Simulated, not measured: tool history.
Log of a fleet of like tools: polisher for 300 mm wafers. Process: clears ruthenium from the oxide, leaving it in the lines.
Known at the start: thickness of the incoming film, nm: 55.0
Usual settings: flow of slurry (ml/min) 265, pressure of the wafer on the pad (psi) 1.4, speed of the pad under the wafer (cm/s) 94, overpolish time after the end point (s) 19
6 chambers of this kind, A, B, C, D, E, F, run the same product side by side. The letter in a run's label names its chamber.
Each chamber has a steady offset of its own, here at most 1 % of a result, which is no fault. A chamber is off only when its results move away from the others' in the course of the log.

| run | hour | flow of slurry (ml/min) | pressure of the wafer on the pad (psi) | speed of the pad under the wafer (cm/s) | overpolish time after the end point (s) | wafers polished on this pad | hours since the slurry nozzle was cleaned | hours since the head pressure was calibrated | time until the end point was called (s) |
|---|---|---|---|---|---|---|---|---|---|
|  | 2.9 | chamber D: worn pad replaced by a new one |
|  | 6.9 | chamber B: head pressure recalibrated |
| 1A | 7 | 265 | 1.4 | 94 | 19 | 1042 | 107 | 566.3 | 66.879 |
|  | 11.9 | chamber E: slurry nozzle cleaned |
| 2E | 15 | 265 | 1.4 | 94 | 19 | 213 | 3.1 | 259.1 | 67.357 |
|  | 16.6 | chamber F: worn pad replaced by a new one |
| 3B | 23 | 265 | 1.4 | 94 | 19 | 574 | 133.4 | 16.1 | 67.238 |
| 4C | 32.8 | 265 | 1.4 | 94 | 19 | 1050 | 154.3 | 1164.2 | 67.915 |
| 5F | 42.1 | 265 | 1.4 | 94 | 19 | 300 | 124.1 | 60.3 | 67.521 |
|  | 42.2 | chamber C: worn pad replaced by a new one |
|  | 45.3 | chamber B: worn pad replaced by a new one |
|  | 48.9 | chamber A: worn pad replaced by a new one |
| 6D | 50.6 | 265 | 1.4 | 94 | 19 | 562 | 107.2 | 651.7 | 67.98 |
| 7C | 63 | 265 | 1.4 | 94 | 19 | 245 | 184.5 | 1194.4 | 67.25 |
| 8F | 73.7 | 265 | 1.4 | 94 | 19 | 672 | 155.7 | 91.9 | 67.92 |
|  | 78.8 | chamber E: worn pad replaced by a new one |
| 9D | 83.3 | 265 | 1.4 | 94 | 19 | 946 | 139.9 | 684.4 | 68.335 |
|  | 89.7 | chamber F: worn pad replaced by a new one |
| 10B | 94.3 | 265 | 1.4 | 94 | 19 | 577 | 204.7 | 87.4 | 67.256 |
|  | 97.4 | chamber C: head pressure recalibrated |
|  | 104.3 | chamber D: head pressure recalibrated |
| 11A | 105.9 | 265 | 1.4 | 94 | 19 | 671 | 205.9 | 665.2 | 66.447 |
| 12E | 113 | 265 | 1.4 | 94 | 19 | 403 | 101.1 | 357.1 | 67.274 |
|  | 113.4 | chamber B: worn pad replaced by a new one |
| 13D | 125.4 | 265 | 1.4 | 94 | 19 | 1442 | 182 | 21.1 | 67.981 |
|  | 126.2 | chamber A: head pressure recalibrated |
|  | 136.7 | chamber D: worn pad replaced by a new one |
| 14B | 138.1 | 265 | 1.4 | 94 | 19 | 290 | 248.5 | 131.2 | 67.666 |
|  | 143.8 | chamber C: worn pad replaced by a new one |
| 15C | 144 | 265 | 1.4 | 94 | 19 | 3 | 265.5 | 46.7 | 66.286 |
| 16A | 151 | 215 | 1.4 | 94 | 19 | 1201 | 251 | 24.9 | 61.804 |
|  | 157.4 | chamber F: worn pad replaced by a new one |
| 17F | 158.5 | 215 | 1.4 | 94 | 19 | 13 | 240.5 | 176.7 | 68.896 |
|  | 160.5 | chamber A: worn pad replaced by a new one |
|  | 162.9 | chamber E: worn pad replaced by a new one |
| 18E | 165.3 | 215 | 1.4 | 94 | 19 | 28 | 153.4 | 409.4 | 68.537 |
| 19A | 172.3 | 215 | 1.4 | 94 | 19 | 139 | 272.3 | 46.2 | 61.863 |
|  | 180.4 | chamber B: worn pad replaced by a new one |
| 20E | 182.8 | 215 | 1.4 | 94 | 19 | 234 | 170.9 | 426.9 | 69.026 |
| 21C | 188.9 | 215 | 1.4 | 94 | 19 | 531 | 310.4 | 91.6 | 68.204 |
|  | 194.6 | chamber B: slurry nozzle cleaned |
| 22D | 196.9 | 265 | 1.4 | 94 | 19 | 708 | 253.5 | 92.6 | 67.999 |
| 23F | 207.3 | 265 | 1.4 | 94 | 19 | 587 | 289.3 | 225.5 | 68.123 |
| 24B | 215.5 | 265 | 1.4 | 94 | 19 | 414 | 20.9 | 208.6 | 67.685 |
| 25C | 222.2 | 265 | 1.4 | 94 | 19 | 923 | 343.7 | 124.9 | 67.887 |
| 26A | 227.8 | 265 | 1.4 | 94 | 19 | 792 | 327.8 | 101.7 | 59.721 |
|  | 233.9 | chamber F: worn pad replaced by a new one |
| 27F | 234.5 | 265 | 1.4 | 118 | 28 | 7 | 316.5 | 252.7 | 53.334 |
|  | 237 | chamber C: worn pad replaced by a new one |
|  | 238.7 | chamber B: worn pad replaced by a new one |
| 28B | 244.1 | 265 | 1.4 | 118 | 28 | 64 | 49.5 | 237.2 | 53.519 |
|  | 244.3 | chamber E: worn pad replaced by a new one |
| 29E | 252.1 | 265 | 1.4 | 118 | 28 | 91 | 240.2 | 496.2 | 54.402 |
|  | 253.4 | chamber D: slurry nozzle cleaned |
| 30D | 263.9 | 265 | 1.4 | 118 | 28 | 1496 | 10.5 | 159.6 | 53.593 |
|  | 272.5 | chamber F: head pressure recalibrated |
|  | 273.5 | chamber D: worn pad replaced by a new one |
| 31A | 273.9 | 265 | 1.4 | 118 | 28 | 1334 | 373.9 | 147.8 | 48.347 |
| 32F | 284.2 | 265 | 1.4 | 118 | 28 | 592 | 366.2 | 11.8 | 53.864 |
|  | 290.3 | chamber A: worn pad replaced by a new one |
| 33C | 293.3 | 265 | 1.4 | 94 | 23 | 662 | 414.8 | 196 | 66.475 |
|  | 295.3 | chamber A: slurry nozzle cleaned |
| 34B | 305 | 265 | 1.4 | 94 | 23 | 780 | 110.4 | 298.1 | 66.902 |
|  | 315.5 | chamber E: worn pad replaced by a new one |
| 35E | 315.6 | 265 | 1.4 | 94 | 23 | 1 | 303.7 | 559.7 | 67.344 |
| 36D | 327.3 | 265 | 1.4 | 94 | 23 | 633 | 73.9 | 223 | 67.578 |
| 37A | 335.9 | 265 | 1.4 | 94 | 23 | 537 | 40.6 | 209.8 | 61.242 |

Next, every chamber runs the same settings. What will each give?
| 38A | 345 | 265 | 1.7 | 94 | 19 |  |  |  | ? |
| 38B | 345 | 265 | 1.7 | 94 | 19 |  |  |  | ? |
| 38C | 345 | 265 | 1.7 | 94 | 19 |  |  |  | ? |
| 38D | 345 | 265 | 1.7 | 94 | 19 |  |  |  | ? |
| 38E | 345 | 265 | 1.7 | 94 | 19 |  |  |  | ? |
| 38F | 345 | 265 | 1.7 | 94 | 19 |  |  |  | ? |

| run | time until the end point was called (s) |
|---|---|
| 38A | 49.49 |
| 38B | 55.469 |
| 38C | 55.664 |
| 38D | 56.701 |
| 38E | 55.338 |
| 38F | 55.815 |
